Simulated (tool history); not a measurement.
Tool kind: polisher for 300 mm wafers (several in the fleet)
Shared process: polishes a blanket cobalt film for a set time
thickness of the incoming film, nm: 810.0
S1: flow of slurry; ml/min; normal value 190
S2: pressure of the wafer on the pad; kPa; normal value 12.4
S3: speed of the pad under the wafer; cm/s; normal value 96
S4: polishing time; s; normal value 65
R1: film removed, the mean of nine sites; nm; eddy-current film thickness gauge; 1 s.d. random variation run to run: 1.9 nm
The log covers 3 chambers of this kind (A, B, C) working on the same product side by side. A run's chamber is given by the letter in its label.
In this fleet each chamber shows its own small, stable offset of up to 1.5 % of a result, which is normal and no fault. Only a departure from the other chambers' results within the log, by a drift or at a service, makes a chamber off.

{"run": "1C", "hour": 4.5, "S1": 190, "S2": 12.4, "S3": 96, "S4": 65, "R1": 244.73}
{"run": "2B", "hour": 7.7, "S1": 190, "S2": 12.4, "S3": 96, "S4": 65, "R1": 253.91}
{"run": "3A", "hour": 11.8, "S1": 190, "S2": 12.4, "S3": 96, "S4": 65, "R1": 247.2}
{"run": "4C", "hour": 16.1, "S1": 190, "S2": 12.4, "S3": 96, "S4": 65, "R1": 240.16}
{"run": "5B", "hour": 21.9, "S1": 190, "S2": 12.4, "S3": 96, "S4": 65, "R1": 253.16}
{"run": "6A", "hour": 27.2, "S1": 230, "S2": 12.4, "S3": 96, "S4": 65, "R1": 249.13}
{"run": "7C", "hour": 30.1, "S1": 230, "S2": 12.4, "S3": 96, "S4": 65, "R1": 253.51}
{"run": "8B", "hour": 35.2, "S1": 230, "S2": 12.4, "S3": 96, "S4": 65, "R1": 254.48}
{"run": "9A", "hour": 40.1, "S1": 190, "S2": 12.4, "S3": 96, "S4": 65, "R1": 245.02}
{"run": "10B", "hour": 45.5, "S1": 190, "S2": 12.4, "S3": 96, "S4": 65, "R1": 251.47}
{"run": "11A", "hour": 48.8, "S1": 190, "S2": 12.4, "S3": 96, "S4": 65, "R1": 246.28}
{"run": "12C", "hour": 54.6, "S1": 190, "S2": 12.4, "S3": 96, "S4": 72, "R1": 271.17}
{"run": "13A", "hour": 57.3, "S1": 190, "S2": 12.4, "S3": 96, "S4": 72, "R1": 274.17}
{"run": "14B", "hour": 60.4, "S1": 190, "S2": 12.4, "S3": 96, "S4": 72, "R1": 274.04}
{"run": "15C", "hour": 64.0, "S1": 190, "S2": 12.4, "S3": 96, "S4": 65, "R1": 244.31}
{"run": "16C", "hour": 69.2, "S1": 190, "S2": 12.4, "S3": 96, "S4": 65, "R1": 246.07}
{"run": "17B", "hour": 72.6, "S1": 190, "S2": 12.4, "S3": 96, "S4": 65, "R1": 251.36}
{"run": "18A", "hour": 77.0, "S1": 190, "S2": 12.4, "S3": 96, "S4": 65, "R1": 246.64}
{"run": "19B", "hour": 81.8, "S1": 190, "S2": 12.4, "S3": 96, "S4": 65, "R1": 248}
{"run": "20A", "hour": 86.5, "S1": 190, "S2": 12.4, "S3": 96, "S4": 65, "R1": 246.44}
{"run": "21C", "hour": 91.4, "S1": 190, "S2": 12.4, "S3": 96, "S4": 65, "R1": 244.57}
{"run": "22B", "hour": 97.1, "S1": 190, "S2": 12.4, "S3": 96, "S4": 65, "R1": 250.14}
{"hour": 100.9, "done": "chamber C: worn pad replaced by a new one"}
{"hour": 100.9, "done": "chamber A: worn pad replaced by a new one"}
{"run": "23C", "hour": 102.9, "S1": 190, "S2": 12.4, "S3": 96, "S4": 65, "R1": 245.62}
{"run": "24A", "hour": 106.3, "S1": 190, "S2": 12.4, "S3": 96, "S4": 65, "R1": 250.85}
{"run": "25B", "hour": 111.3, "S1": 190, "S2": 12.4, "S3": 96, "S4": 65, "R1": 248.52}
{"run": "26A", "hour": 114.1, "S1": 190, "S2": 12.4, "S3": 96, "S4": 65, "R1": 253.03}
{"run": "27C", "hour": 118.9, "S1": 140, "S2": 12.4, "S3": 112, "S4": 65, "R1": 271.65}
{"run": "28B", "hour": 121.8, "S1": 140, "S2": 12.4, "S3": 112, "S4": 65, "R1": 274.91}
{"run": "29A", "hour": 124.4, "S1": 140, "S2": 12.4, "S3": 112, "S4": 65, "R1": 281.12}
{"run": "30C", "hour": 130.1, "S1": 190, "S2": 12.4, "S3": 96, "S4": 65, "R1": 244.99}
{"run": "31C", "hour": 134.1, "S1": 190, "S2": 14.5, "S3": 96, "S4": 54, "R1": 235.65}
{"run": "32B", "hour": 137.7, "S1": 190, "S2": 14.5, "S3": 96, "S4": 54, "R1": 242.28}
{"run": "33A", "hour": 142.7, "S1": 190, "S2": 14.5, "S3": 96, "S4": 54, "R1": 247.15}
{"run": "34A", "hour": 147.1, "S1": 190, "S2": 12.4, "S3": 96, "S4": 65, "R1": 257.34}
{"run": "35C", "hour": 151.8, "S1": 190, "S2": 12.4, "S3": 96, "S4": 65, "R1": 242.78}
{"run": "36B", "hour": 154.9, "S1": 190, "S2": 12.4, "S3": 72, "S4": 65, "R1": 187.47}
{"run": "37B", "hour": 157.5, "S1": 190, "S2": 12.4, "S3": 72, "S4": 65, "R1": 188.57}
{"hour": 158.3, "done": "chamber B: worn pad replaced by a new one"}
{"run": "38A", "hour": 162.4, "S1": 190, "S2": 12.4, "S3": 72, "S4": 65, "R1": 194.49}
{"run": "39C", "hour": 165.6, "S1": 190, "S2": 12.4, "S3": 96, "S4": 65, "R1": 243.96}
{"run": "40B", "hour": 171.1, "S1": 190, "S2": 12.4, "S3": 96, "S4": 65, "R1": 250.09}
{"run": "41A", "hour": 174.0, "S1": 190, "S2": 12.4, "S3": 96, "S4": 65, "R1": 257.37}
{"run": "42C", "hour": 178.3, "S1": 190, "S2": 12.4, "S3": 96, "S4": 65, "R1": 243.04}
{"run": "43B", "hour": 182.5, "S1": 190, "S2": 12.4, "S3": 96, "S4": 65, "R1": 250.87}
{"run": "44C", "hour": 186.4, "S1": 190, "S2": 12.4, "S3": 96, "S4": 65, "R1": 244.77}

Predict what each chamber gives when all 3 of them run the settings below next.
{"run": "45A", "hour": 190.6, "S1": 190, "S2": 12.4, "S3": 76, "S4": 65, "R1": "?"}
{"run": "45B", "hour": 190.6, "S1": 190, "S2": 12.4, "S3": 76, "S4": 65, "R1": "?"}
{"run": "45C", "hour": 190.6, "S1": 190, "S2": 12.4, "S3": 76, "S4": 65, "R1": "?"}

run=45A R1=206.39
run=45B R1=198.47
run=45C R1=195.37
